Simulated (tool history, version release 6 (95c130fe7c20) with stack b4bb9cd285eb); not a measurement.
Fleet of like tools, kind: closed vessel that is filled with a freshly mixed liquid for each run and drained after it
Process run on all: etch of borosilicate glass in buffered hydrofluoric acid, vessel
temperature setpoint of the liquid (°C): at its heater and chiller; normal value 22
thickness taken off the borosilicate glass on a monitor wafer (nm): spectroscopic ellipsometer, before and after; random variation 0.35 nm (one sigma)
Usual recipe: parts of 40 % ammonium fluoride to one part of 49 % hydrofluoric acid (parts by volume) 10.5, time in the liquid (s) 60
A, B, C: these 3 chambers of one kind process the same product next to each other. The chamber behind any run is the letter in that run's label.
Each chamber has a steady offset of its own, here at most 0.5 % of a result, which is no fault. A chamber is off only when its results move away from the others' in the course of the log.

run	hour	temperature setpoint of the liquid (°C)	parts of 40 % ammonium fluoride to one part of 49 % hydrofluoric acid (parts by volume)	time in the liquid (s)	read-back film thickness of the borosilicate glass reference wafer, read on the same gauge (nm)	thickness taken off the borosilicate glass on a monitor wafer (nm)
1B	6.3	22	10.5	60	69.964	63.49
2C	11.8	22	10.5	60	69.993	64.541
3A	19.7	22	10.5	60	70.016	63.793
4B	25.5	22	10.5	60	70.001	64.089
5A	32.5	22	10.5	60	69.97	63.092
6C	37	22	10.5	60	70.003	64.327
7B	42.8	22	10.5	60	69.984	62.905
8C	49.3	22	10.5	60	69.979	63.646
9A	56.7	22	10.5	60	69.988	64.058
10C	61	22	10.5	60	69.96	63.637
11A	68.6	22	10.5	60	70.005	63.937
12B	72.7	22	10.5	85	70.022	89.961
13A	78.7	22	10.5	85	70.013	91.052
14C	83.8	22	10.5	85	70.029	90.529
15B	90.3	22	10.5	60	69.988	63.58
16C	98.4	22	10.5	60	70.024	64.293
17A	105.8	22	10.5	60	70.005	64.192
18B	113.3	22	10.5	60	69.995	63.365
19C	117.4	22	10.5	60	70.016	63.76
20A	125	22	10.5	60	69.997	63.999
21B	128.5	22	10.5	60	69.974	63.435
22B	135.6	22	10.5	60	70.026	63.915
23C	139.8	22	10.5	60	70.032	63.945
24A	144.2	22	10.5	60	69.969	63.563
25B	148.5	22	10.5	60	70.019	63.393
26C	152.1	22	10.5	60	69.999	64.089
27A	156.3	22	10.5	60	69.951	64.356
28B	164.3	22	10.5	60	70.022	63.464
29A	169.4	19.5	10.5	60	70	55.52
30C	173.9	19.5	10.5	60	70.011	55.327
31A	178.8	19.5	10.5	60	69.987	55.628
32C	185.2	22	10.5	60	70.029	63.843
33B	191.1	22	10.5	60	69.996	63.284

What goes on in this fleet: one chamber off, a drifting gauge, or nothing beyond the chambers' own small offsets? Name the chamber and the cause, if any.

Neither any chamber nor the gauge drifts; the chambers differ only by their own small, steady offsets.
